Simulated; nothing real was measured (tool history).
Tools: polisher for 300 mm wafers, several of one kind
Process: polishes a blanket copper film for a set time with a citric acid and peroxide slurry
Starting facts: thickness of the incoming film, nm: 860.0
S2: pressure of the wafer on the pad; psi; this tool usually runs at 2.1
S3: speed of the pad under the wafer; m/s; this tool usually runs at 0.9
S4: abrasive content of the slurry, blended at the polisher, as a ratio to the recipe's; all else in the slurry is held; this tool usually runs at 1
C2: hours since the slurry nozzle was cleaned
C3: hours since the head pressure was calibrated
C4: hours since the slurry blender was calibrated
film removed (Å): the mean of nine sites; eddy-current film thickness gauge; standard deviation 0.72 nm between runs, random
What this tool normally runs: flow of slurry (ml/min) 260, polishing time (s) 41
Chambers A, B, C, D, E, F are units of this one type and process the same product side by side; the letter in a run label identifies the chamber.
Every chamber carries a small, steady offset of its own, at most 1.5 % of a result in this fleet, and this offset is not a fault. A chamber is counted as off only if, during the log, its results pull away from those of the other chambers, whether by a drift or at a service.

{"day": 0.071, "done": "chamber B: worn pad replaced by a new one"}
{"day": 0.158, "done": "chamber E: slurry blender recalibrated"}
{"run": "1B", "day": 0.196, "flow of slurry (ml/min)": 260, "S2": 2.1, "S3": 0.9, "S4": 1, "polishing time (s)": 41, "wafers polished on this pad": 34, "C2": 474.5, "C3": 83.3, "C4": 72.4, "film removed (Å)": 510.24}
{"run": "2C", "day": 0.35, "flow of slurry (ml/min)": 260, "S2": 2.1, "S3": 0.9, "S4": 1, "polishing time (s)": 41, "wafers polished on this pad": 348, "C2": 391.5, "C3": 9.2, "C4": 297.5, "film removed (Å)": 533.81}
{"run": "3A", "day": 0.475, "flow of slurry (ml/min)": 260, "S2": 2.1, "S3": 0.9, "S4": 1, "polishing time (s)": 41, "wafers polished on this pad": 677, "C2": 580.9, "C3": 476.7, "C4": 91.5, "film removed (Å)": 524.17}
{"day": 0.612, "done": "chamber F: slurry blender recalibrated"}
{"run": "4F", "day": 0.633, "flow of slurry (ml/min)": 260, "S2": 2.1, "S3": 0.9, "S4": 1, "polishing time (s)": 41, "wafers polished on this pad": 682, "C2": 294.4, "C3": 740.7, "C4": 0.6, "film removed (Å)": 518.72}
{"run": "5D", "day": 0.788, "flow of slurry (ml/min)": 260, "S2": 2.1, "S3": 0.9, "S4": 1, "polishing time (s)": 41, "wafers polished on this pad": 570, "C2": 342.7, "C3": 479, "C4": 22.7, "film removed (Å)": 519.06}
{"day": 0.908, "done": "chamber D: head pressure recalibrated"}
{"run": "6E", "day": 0.933, "flow of slurry (ml/min)": 260, "S2": 2.1, "S3": 0.9, "S4": 1, "polishing time (s)": 41, "wafers polished on this pad": 602, "C2": 90.3, "C3": 619.7, "C4": 18.7, "film removed (Å)": 537.26}
{"day": 0.938, "done": "chamber F: worn pad replaced by a new one"}
{"run": "7F", "day": 1.117, "flow of slurry (ml/min)": 260, "S2": 2.7, "S3": 0.9, "S4": 1, "polishing time (s)": 41, "wafers polished on this pad": 48, "C2": 306, "C3": 752.3, "C4": 12.2, "film removed (Å)": 684.84}
{"run": "8C", "day": 1.292, "flow of slurry (ml/min)": 260, "S2": 2.7, "S3": 0.9, "S4": 1, "polishing time (s)": 41, "wafers polished on this pad": 604, "C2": 414.1, "C3": 31.8, "C4": 320.1, "film removed (Å)": 668.96}
{"run": "9B", "day": 1.425, "flow of slurry (ml/min)": 260, "S2": 2.7, "S3": 0.9, "S4": 1, "polishing time (s)": 41, "wafers polished on this pad": 368, "C2": 504, "C3": 112.8, "C4": 101.9, "film removed (Å)": 670.91}
{"run": "10A", "day": 1.529, "flow of slurry (ml/min)": 260, "S2": 2.7, "S3": 0.9, "S4": 1, "polishing time (s)": 41, "wafers polished on this pad": 963, "C2": 606.2, "C3": 502, "C4": 116.8, "film removed (Å)": 672.25}
{"day": 1.617, "done": "chamber E: worn pad replaced by a new one"}
{"run": "11E", "day": 1.725, "flow of slurry (ml/min)": 260, "S2": 2.7, "S3": 0.9, "S4": 1, "polishing time (s)": 41, "wafers polished on this pad": 29, "C2": 109.3, "C3": 638.7, "C4": 37.7, "film removed (Å)": 662.74}
{"run": "12D", "day": 1.896, "flow of slurry (ml/min)": 260, "S2": 2.7, "S3": 0.9, "S4": 1, "polishing time (s)": 41, "wafers polished on this pad": 872, "C2": 369.3, "C3": 23.7, "C4": 49.3, "film removed (Å)": 664.82}
{"run": "13E", "day": 2.017, "flow of slurry (ml/min)": 260, "S2": 2.1, "S3": 0.9, "S4": 1, "polishing time (s)": 41, "wafers polished on this pad": 109, "C2": 116.3, "C3": 645.7, "C4": 44.7, "film removed (Å)": 531.51}
{"day": 2.125, "done": "chamber C: worn pad replaced by a new one"}
{"run": "14B", "day": 2.183, "flow of slurry (ml/min)": 260, "S2": 2.1, "S3": 0.9, "S4": 1, "polishing time (s)": 41, "wafers polished on this pad": 574, "C2": 522.2, "C3": 131, "C4": 120.1, "film removed (Å)": 512.53}
{"run": "15C", "day": 2.317, "flow of slurry (ml/min)": 260, "S2": 2.1, "S3": 0.9, "S4": 1, "polishing time (s)": 41, "wafers polished on this pad": 52, "C2": 438.7, "C3": 56.4, "C4": 344.7, "film removed (Å)": 536.97}
{"run": "16F", "day": 2.479, "flow of slurry (ml/min)": 260, "S2": 2.1, "S3": 0.9, "S4": 1, "polishing time (s)": 41, "wafers polished on this pad": 419, "C2": 338.7, "C3": 785, "C4": 44.9, "film removed (Å)": 522.04}
{"run": "17D", "day": 2.671, "flow of slurry (ml/min)": 260, "S2": 2.1, "S3": 0.9, "S4": 1.1, "polishing time (s)": 41, "wafers polished on this pad": 1082, "C2": 387.9, "C3": 42.3, "C4": 67.9, "film removed (Å)": 526.49}
{"run": "18A", "day": 2.788, "flow of slurry (ml/min)": 260, "S2": 2.1, "S3": 0.9, "S4": 1.1, "polishing time (s)": 41, "wafers polished on this pad": 1305, "C2": 636.4, "C3": 532.2, "C4": 147, "film removed (Å)": 533.42}
{"run": "19A", "day": 2.892, "flow of slurry (ml/min)": 260, "S2": 2.1, "S3": 0.9, "S4": 1.1, "polishing time (s)": 41, "wafers polished on this pad": 1334, "C2": 638.9, "C3": 534.7, "C4": 149.5, "film removed (Å)": 534.8}
{"day": 3.054, "done": "chamber B: slurry nozzle cleaned"}
{"run": "20D", "day": 3.088, "flow of slurry (ml/min)": 260, "S2": 2.1, "S3": 0.9, "S4": 1.1, "polishing time (s)": 41, "wafers polished on this pad": 1195, "C2": 397.9, "C3": 52.3, "C4": 77.9, "film removed (Å)": 530.54}
{"day": 3.125, "done": "chamber D: worn pad replaced by a new one"}
{"run": "21E", "day": 3.271, "flow of slurry (ml/min)": 260, "S2": 2.1, "S3": 0.9, "S4": 1.1, "polishing time (s)": 41, "wafers polished on this pad": 449, "C2": 146.4, "C3": 675.8, "C4": 74.8, "film removed (Å)": 535.22}
{"day": 3.346, "done": "chamber B: worn pad replaced by a new one"}
{"run": "22C", "day": 3.433, "flow of slurry (ml/min)": 260, "S2": 2.1, "S3": 0.9, "S4": 1.1, "polishing time (s)": 41, "wafers polished on this pad": 355, "C2": 465.5, "C3": 83.2, "C4": 371.5, "film removed (Å)": 560.21}
{"day": 3.45, "done": "chamber F: worn pad replaced by a new one"}
{"run": "23B", "day": 3.617, "flow of slurry (ml/min)": 260, "S2": 2.1, "S3": 0.9, "S4": 1, "polishing time (s)": 41, "wafers polished on this pad": 73, "C2": 13.6, "C3": 165.4, "C4": 154.5, "film removed (Å)": 522.81}
{"run": "24F", "day": 3.708, "flow of slurry (ml/min)": 260, "S2": 2.1, "S3": 0.9, "S4": 1, "polishing time (s)": 41, "wafers polished on this pad": 70, "C2": 368.2, "C3": 814.5, "C4": 74.4, "film removed (Å)": 517.72}
{"run": "25C", "day": 3.875, "flow of slurry (ml/min)": 260, "S2": 2.1, "S3": 0.9, "S4": 1, "polishing time (s)": 41, "wafers polished on this pad": 475, "C2": 476.1, "C3": 93.8, "C4": 382.1, "film removed (Å)": 527.12}
{"run": "26A", "day": 4.021, "flow of slurry (ml/min)": 260, "S2": 2.1, "S3": 0.9, "S4": 1.3, "polishing time (s)": 41, "wafers polished on this pad": 1640, "C2": 666, "C3": 561.8, "C4": 176.6, "film removed (Å)": 525.17}
{"run": "27F", "day": 4.125, "flow of slurry (ml/min)": 260, "S2": 2.1, "S3": 0.9, "S4": 1.3, "polishing time (s)": 41, "wafers polished on this pad": 183, "C2": 378.2, "C3": 824.5, "C4": 84.4, "film removed (Å)": 554.78}
{"run": "28D", "day": 4.283, "flow of slurry (ml/min)": 260, "S2": 2.1, "S3": 0.9, "S4": 1.3, "polishing time (s)": 41, "wafers polished on this pad": 315, "C2": 426.6, "C3": 81, "C4": 106.6, "film removed (Å)": 556.65}
{"run": "29E", "day": 4.454, "flow of slurry (ml/min)": 260, "S2": 2.1, "S3": 0.9, "S4": 1.3, "polishing time (s)": 41, "wafers polished on this pad": 771, "C2": 174.8, "C3": 704.2, "C4": 103.2, "film removed (Å)": 559.9}
{"run": "30B", "day": 4.55, "flow of slurry (ml/min)": 260, "S2": 2.1, "S3": 0.9, "S4": 1.3, "polishing time (s)": 41, "wafers polished on this pad": 327, "C2": 36, "C3": 187.8, "C4": 176.9, "film removed (Å)": 551.32}
{"run": "31B", "day": 4.696, "flow of slurry (ml/min)": 260, "S2": 2.1, "S3": 0.9, "S4": 1.3, "polishing time (s)": 41, "wafers polished on this pad": 367, "C2": 39.5, "C3": 191.3, "C4": 180.4, "film removed (Å)": 553.59}
{"day": 4.767, "done": "chamber E: worn pad replaced by a new one"}
{"day": 4.796, "done": "chamber C: slurry blender recalibrated"}
{"run": "32A", "day": 4.829, "flow of slurry (ml/min)": 260, "S2": 2.7, "S3": 0.9, "S4": 1, "polishing time (s)": 41, "wafers polished on this pad": 1860, "C2": 685.4, "C3": 581.2, "C4": 196, "film removed (Å)": 633.04}
{"day": 4.925, "done": "chamber F: head pressure recalibrated"}
{"run": "33F", "day": 5.021, "flow of slurry (ml/min)": 260, "S2": 2.7, "S3": 0.9, "S4": 1, "polishing time (s)": 41, "wafers polished on this pad": 426, "C2": 399.7, "C3": 2.4, "C4": 105.9, "film removed (Å)": 672.39}
{"run": "34C", "day": 5.154, "flow of slurry (ml/min)": 260, "S2": 2.7, "S3": 0.9, "S4": 1, "polishing time (s)": 41, "wafers polished on this pad": 823, "C2": 506.8, "C3": 124.5, "C4": 8.6, "film removed (Å)": 673.45}
{"run": "35D", "day": 5.292, "flow of slurry (ml/min)": 260, "S2": 2.7, "S3": 0.9, "S4": 1, "polishing time (s)": 41, "wafers polished on this pad": 589, "C2": 450.8, "C3": 105.2, "C4": 130.8, "film removed (Å)": 653.59}
{"run": "36E", "day": 5.483, "flow of slurry (ml/min)": 260, "S2": 2.7, "S3": 0.9, "S4": 1, "polishing time (s)": 41, "wafers polished on this pad": 195, "C2": 199.5, "C3": 728.9, "C4": 127.9, "film removed (Å)": 682.83}
{"run": "37B", "day": 5.604, "flow of slurry (ml/min)": 260, "S2": 2.7, "S3": 0.9, "S4": 1, "polishing time (s)": 41, "wafers polished on this pad": 613, "C2": 61.3, "C3": 213.1, "C4": 202.2, "film removed (Å)": 647.74}
{"run": "38F", "day": 5.788, "flow of slurry (ml/min)": 185, "S2": 2.7, "S3": 0.9, "S4": 1, "polishing time (s)": 41, "wafers polished on this pad": 635, "C2": 418.1, "C3": 20.8, "C4": 124.3, "film removed (Å)": 646.74}
{"day": 5.862, "done": "chamber C: worn pad replaced by a new one"}
{"run": "39A", "day": 5.95, "flow of slurry (ml/min)": 185, "S2": 2.7, "S3": 0.9, "S4": 1, "polishing time (s)": 41, "wafers polished on this pad": 2164, "C2": 712.3, "C3": 608.1, "C4": 222.9, "film removed (Å)": 577.82}
{"run": "40E", "day": 6.1, "flow of slurry (ml/min)": 185, "S2": 2.7, "S3": 0.9, "S4": 1, "polishing time (s)": 41, "wafers polished on this pad": 362, "C2": 214.3, "C3": 743.7, "C4": 142.7, "film removed (Å)": 634.97}
{"day": 6.229, "done": "chamber F: worn pad replaced by a new one"}
{"run": "41C", "day": 6.275, "flow of slurry (ml/min)": 185, "S2": 2.7, "S3": 0.9, "S4": 1, "polishing time (s)": 41, "wafers polished on this pad": 112, "C2": 533.7, "C3": 151.4, "C4": 35.5, "film removed (Å)": 644.93}
{"run": "42D", "day": 6.367, "flow of slurry (ml/min)": 185, "S2": 2.7, "S3": 0.9, "S4": 1, "polishing time (s)": 41, "wafers polished on this pad": 881, "C2": 476.6, "C3": 131, "C4": 156.6, "film removed (Å)": 635.36}
{"run": "43F", "day": 6.488, "flow of slurry (ml/min)": 185, "S2": 2.7, "S3": 0.9, "S4": 1, "polishing time (s)": 41, "wafers polished on this pad": 70, "C2": 434.9, "C3": 37.6, "C4": 141.1, "film removed (Å)": 635.82}
{"run": "44B", "day": 6.646, "flow of slurry (ml/min)": 260, "S2": 2.8, "S3": 0.9, "S4": 1, "polishing time (s)": 41, "wafers polished on this pad": 896, "C2": 86.3, "C3": 238.1, "C4": 227.2, "film removed (Å)": 684.08}

Does one chamber stand apart from the rest, does the shared gauge drift, or is all well apart from small per-chamber offsets? Give the chamber and the most likely cause, where there is one.

One chamber, A, drifts off from the rest bit by bit.
Likeliest cause: removal rate lost through wear of the pad, % = 12.3.
The log may not separate it from: head's pressure below its setpoint, %.

Chamber A could run next with any of the 4 candidate recipes listed below; each alters the usual settings, and their results appear as question marks. Which one brings its results back in line with what the other chambers deliver on the usual settings?
In line means no further than this from the other chambers' mean on the usual settings: film removed (Å) 25
{"run": "45A-1", "day": 6.792, "flow of slurry (ml/min)": 255, "S2": 2.1, "S3": 0.8, "S4": 1, "polishing time (s)": 37, "film removed (Å)": "?"}
{"run": "45A-2", "day": 6.792, "flow of slurry (ml/min)": 260, "S2": 2.2, "S3": 0.98, "S4": 1, "polishing time (s)": 44, "film removed (Å)": "?"}
{"run": "45A-3", "day": 6.792, "flow of slurry (ml/min)": 260, "S2": 2.1, "S3": 0.9, "S4": 1, "polishing time (s)": 36, "film removed (Å)": "?"}
{"run": "45A-4", "day": 6.792, "flow of slurry (ml/min)": 260, "S2": 2.2, "S3": 0.94, "S4": 1, "polishing time (s)": 43, "film removed (Å)": "?"}

The mean the other chambers reach with the usual settings: film removed (Å) 523.58
run=45A-1 film_removed_(Å)=371.58
run=45A-2 film_removed_(Å)=561.65
run=45A-3 film_removed_(Å)=405.2
run=45A-4 film_removed_(Å)=527.41
It is 45A-4 that realigns the chamber with its peers.

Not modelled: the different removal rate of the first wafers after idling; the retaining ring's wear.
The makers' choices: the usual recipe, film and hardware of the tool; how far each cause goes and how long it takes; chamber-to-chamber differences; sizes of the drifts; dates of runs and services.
